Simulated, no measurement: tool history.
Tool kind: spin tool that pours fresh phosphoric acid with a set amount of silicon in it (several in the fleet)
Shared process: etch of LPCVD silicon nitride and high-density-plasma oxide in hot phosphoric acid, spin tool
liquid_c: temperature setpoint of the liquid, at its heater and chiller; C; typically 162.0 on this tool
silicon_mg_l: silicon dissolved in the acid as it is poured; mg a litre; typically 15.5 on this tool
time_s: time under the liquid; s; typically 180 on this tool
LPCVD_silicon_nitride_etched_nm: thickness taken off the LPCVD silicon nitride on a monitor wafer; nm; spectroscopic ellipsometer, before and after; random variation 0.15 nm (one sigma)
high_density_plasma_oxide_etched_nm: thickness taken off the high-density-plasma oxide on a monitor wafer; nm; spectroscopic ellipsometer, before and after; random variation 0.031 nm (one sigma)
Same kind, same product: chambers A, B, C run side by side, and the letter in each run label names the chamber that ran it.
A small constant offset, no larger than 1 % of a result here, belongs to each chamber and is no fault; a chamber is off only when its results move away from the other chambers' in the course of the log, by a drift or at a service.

| run | hour | liquid_c | silicon_mg_l | time_s | hours since the thermometer was replaced | hours since the dissolved silicon flow meter was replaced | hours since the heated supply line was repaired | read-back film thickness of the LPCVD silicon nitride reference wafer, read on the same gauge (nm) | read-back film thickness of the high-density-plasma oxide reference wafer, read on the same gauge (nm) | LPCVD_silicon_nitride_etched_nm | high_density_plasma_oxide_etched_nm |
|---|---|---|---|---|---|---|---|---|---|---|---|
| 1C | 12.7 | 162.0 | 15.5 | 180 | 1359.6 | 162.6 | 156.4 | 30.029 | 90.013 | 18.264 | 0.97828 |
|  | 16.4 | chamber B: thermometer replaced |
|  | 21.5 | chamber A: heated supply line repaired |
| 2B | 22.0 | 162.0 | 15.5 | 180 | 5.7 | 445.4 | 2490.8 | 30.013 | 90.011 | 18.131 | 1.01170 |
| 3A | 31.1 | 162.0 | 15.5 | 180 | 807.9 | 1094.2 | 9.6 | 30.035 | 90.018 | 18.077 | 0.94335 |
| 4B | 39.3 | 162.0 | 15.5 | 180 | 23.0 | 462.7 | 2508.1 | 29.960 | 90.035 | 17.774 | 0.98607 |
| 5A | 51.6 | 162.0 | 15.5 | 180 | 828.4 | 1114.7 | 30.1 | 30.041 | 90.017 | 18.331 | 0.99591 |
| 6C | 62.2 | 163.5 | 15.5 | 105 | 1409.1 | 212.1 | 205.9 | 30.004 | 90.046 | 11.220 | 0.67221 |
| 7C | 70.0 | 163.5 | 15.5 | 105 | 1416.9 | 219.9 | 213.7 | 30.050 | 90.011 | 11.256 | 0.67330 |
| 8B | 80.0 | 163.5 | 15.5 | 105 | 63.7 | 503.4 | 2548.8 | 29.977 | 90.024 | 11.063 | 0.61929 |
| 9A | 91.0 | 162.0 | 15.5 | 180 | 867.8 | 1154.1 | 69.5 | 29.934 | 89.977 | 17.918 | 1.01860 |
| 10B | 101.2 | 162.0 | 15.5 | 255 | 84.9 | 524.6 | 2570.0 | 29.994 | 90.050 | 25.327 | 1.40940 |
| 11A | 107.7 | 162.0 | 15.5 | 255 | 884.5 | 1170.8 | 86.2 | 30.067 | 90.002 | 25.755 | 1.42850 |
| 12C | 114.6 | 162.0 | 15.5 | 255 | 1461.5 | 264.5 | 258.3 | 29.977 | 90.024 | 25.743 | 1.45980 |
| 13A | 120.6 | 162.0 | 15.5 | 180 | 897.4 | 1183.7 | 99.1 | 29.983 | 90.031 | 18.174 | 0.97359 |
| 14B | 127.0 | 162.0 | 27.0 | 255 | 110.7 | 550.4 | 2595.8 | 29.963 | 89.992 | 25.648 | 0.98134 |
| 15C | 135.9 | 162.0 | 27.0 | 255 | 1482.8 | 285.8 | 279.6 | 30.008 | 90.037 | 25.816 | 1.07120 |
| 16A | 148.1 | 162.0 | 27.0 | 255 | 924.9 | 1211.2 | 126.6 | 30.032 | 90.014 | 26.236 | 0.98779 |
| 17B | 157.4 | 162.0 | 15.5 | 180 | 141.1 | 580.8 | 2626.2 | 30.033 | 89.982 | 18.260 | 1.00980 |
| 18C | 164.1 | 162.0 | 15.5 | 180 | 1511.0 | 314.0 | 307.8 | 29.969 | 90.024 | 18.709 | 1.07110 |
| 19A | 171.6 | 162.0 | 15.5 | 180 | 948.4 | 1234.7 | 150.1 | 29.969 | 90.002 | 18.477 | 0.91360 |
| 20C | 178.5 | 162.0 | 15.5 | 180 | 1525.4 | 328.4 | 322.2 | 30.046 | 90.008 | 18.665 | 1.10750 |
| 21B | 185.7 | 162.0 | 15.5 | 180 | 169.4 | 609.1 | 2654.5 | 30.004 | 89.993 | 17.622 | 1.01140 |
| 22A | 197.9 | 160.5 | 11.5 | 180 | 974.7 | 1261.0 | 176.4 | 29.965 | 89.990 | 17.330 | 1.04960 |
| 23C | 209.2 | 160.5 | 11.5 | 180 | 1556.1 | 359.1 | 352.9 | 30.003 | 90.003 | 17.925 | 1.04210 |
| 24B | 219.8 | 160.5 | 11.5 | 180 | 203.5 | 643.2 | 2688.6 | 30.008 | 89.972 | 16.949 | 0.99846 |
| 25B | 226.8 | 162.0 | 15.5 | 180 | 210.5 | 650.2 | 2695.6 | 30.015 | 89.974 | 17.990 | 0.94915 |
| 26C | 239.2 | 162.0 | 15.5 | 180 | 1586.1 | 389.1 | 382.9 | 29.980 | 90.021 | 18.991 | 1.12070 |
| 27A | 245.8 | 162.0 | 15.5 | 180 | 1022.6 | 1308.9 | 224.3 | 30.012 | 90.034 | 17.972 | 1.00910 |
| 28C | 256.6 | 162.0 | 15.5 | 180 | 1603.5 | 406.5 | 400.3 | 29.985 | 89.969 | 19.131 | 1.08550 |
| 29B | 269.1 | 162.0 | 15.5 | 230 | 252.8 | 692.5 | 2737.9 | 29.969 | 89.990 | 23.241 | 1.27970 |
| 30A | 278.2 | 162.0 | 15.5 | 230 | 1055.0 | 1341.3 | 256.7 | 30.008 | 90.005 | 23.067 | 1.30700 |
| 31C | 288.4 | 162.0 | 15.5 | 230 | 1635.3 | 438.3 | 432.1 | 29.990 | 89.991 | 24.547 | 1.52390 |
| 32B | 299.8 | 162.0 | 15.5 | 180 | 283.5 | 723.2 | 2768.6 | 29.979 | 89.998 | 17.996 | 0.97481 |

Read the log: is a single chamber off, either drifting away or since a service, is the gauge that measures every chamber drifting, or is nothing wrong beyond small per-chamber offsets? Name any odd chamber and what most likely caused it.

Chamber C drifts away from the others.
Likeliest cause: liquid hotter than its thermometer reads (K) = 1.93.

Chamber C could run next with any of the 4 candidate recipes listed below; each alters the usual settings, and their results appear as question marks. Which one brings its results back in line with what the other chambers deliver on the usual settings?
To be in line, a result may differ from the other chambers' mean on the usual settings by at most: LPCVD_silicon_nitride_etched_nm 0.530 nm; high_density_plasma_oxide_etched_nm 0.11000 nm
| 33C-1 | 308.9 | 162.5 | 13.0 | 190 |  |  |  |  |  | ? | ? |
| 33C-2 | 308.9 | 161.5 | 18.0 | 170 |  |  |  |  |  | ? | ? |
| 33C-3 | 308.9 | 162.0 | 16.0 | 175 |  |  |  |  |  | ? | ? |
| 33C-4 | 308.9 | 162.0 | 15.0 | 185 |  |  |  |  |  | ? | ? |

The other chambers' mean on the usual settings: LPCVD_silicon_nitride_etched_nm 18.076 nm; high_density_plasma_oxide_etched_nm 0.99696 nm
| run | LPCVD_silicon_nitride_etched_nm | high_density_plasma_oxide_etched_nm |
|---|---|---|
| 33C-1 | 20.926 | 1.32300 |
| 33C-2 | 18.104 | 0.96821 |
| 33C-3 | 18.953 | 1.09030 |
| 33C-4 | 20.036 | 1.18220 |
It is 33C-2 that realigns the chamber with its peers.

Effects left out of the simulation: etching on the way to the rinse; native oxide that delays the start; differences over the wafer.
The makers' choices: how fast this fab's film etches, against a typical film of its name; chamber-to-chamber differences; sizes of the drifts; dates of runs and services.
